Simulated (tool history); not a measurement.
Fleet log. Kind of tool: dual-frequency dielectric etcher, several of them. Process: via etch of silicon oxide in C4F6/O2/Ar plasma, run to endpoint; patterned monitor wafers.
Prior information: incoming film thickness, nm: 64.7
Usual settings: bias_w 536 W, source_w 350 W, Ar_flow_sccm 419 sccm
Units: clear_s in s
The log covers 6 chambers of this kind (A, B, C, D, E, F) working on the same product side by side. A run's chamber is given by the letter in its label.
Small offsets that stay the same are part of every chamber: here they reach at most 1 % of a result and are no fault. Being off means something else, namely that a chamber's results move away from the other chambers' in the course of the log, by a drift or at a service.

run	hour	bias_w	source_w	Ar_flow_sccm	clear_s
1D	8.8	536	350	419	15.293
2B	16.2	536	350	419	15.017
3E	24.7	536	350	419	15.061
4C	31.1	536	350	419	14.938
5F	36.9	536	350	419	15.153
6A	43.7	536	350	419	15.233
7B	49.9	536	350	419	14.955
8A	59	536	350	419	15.146
9C	68	536	350	419	15.023
10F	74.7	536	350	419	15.171
# hour 75.9: chamber A: wet clean of the chamber
# hour 78.6: chamber B: wet clean of the chamber
11E	83.7	456	280	419	17.383
12D	90	456	280	419	17.593
13E	94.2	456	280	419	17.521
14D	102.4	456	280	419	17.568
15B	109.2	456	280	419	17.299
16A	114.4	456	280	419	17.288
17C	120.8	536	350	419	15.033
18F	129.7	536	350	419	15.176
19D	137.1	536	350	419	15.14
20E	145.8	536	350	419	15.142
21C	152.2	536	350	419	15.075
22A	156.1	536	350	419	15.098
# hour 161.1: chamber C: wet clean of the chamber
23F	162.4	536	350	419	15.123
24B	166.7	536	350	419	15.025
25D	172.2	536	350	419	15.066
26C	179.5	536	350	419	15.027
# hour 179.7: chamber B: bias power generator calibrated
27A	186	536	350	419	15.045
28E	192.6	536	350	419	15.08
29F	200	536	350	419	15.14
# hour 200.5: chamber E: wet clean of the chamber
30B	205.8	536	350	419	14.999
31A	212.6	536	350	419	15.027
32C	221.3	536	350	419	15.182
# hour 221.9: chamber F: wet clean of the chamber
33E	226.5	536	350	419	15.045
34B	232.9	631	300	419	14.925
35F	241.6	631	300	419	15.08
36D	250.3	631	300	419	14.79
37A	254.6	631	300	419	15.024
38D	259.1	631	300	419	14.779
39E	264.3	631	300	419	14.87
40B	272.8	536	350	419	15.041
41C	277.8	536	350	419	14.973
42F	284	536	350	419	15.176

Has any chamber moved away from the others, gradually or after a service, or does the common gauge drift, or do the chambers differ only by their own small steady offsets? State the chamber and the most likely cause if one applies.

It is chamber D that slowly wanders off from its peers.
Likeliest cause: etch rate over this chamber's usual, % = 3.34.

Chamber D could run next with any of the 4 candidate recipes listed below; each alters the usual settings, and their results appear as question marks. Which one brings its results back in line with what the other chambers deliver on the usual settings?
In line means no further than this from the other chambers' mean on the usual settings: clear_s 0.18 s
43D-1	290.5	536	330	425	?
43D-2	290.5	566	370	419	?
43D-3	290.5	507	330	426	?
43D-4	290.5	550	360	416	?

Average result of the remaining chambers running the usual settings: clear_s 15.083 s
run	clear_s
43D-1	15.132
43D-2	14.201
43D-3	15.457
43D-4	14.488
43D-1 puts the chamber back in line with the other chambers.
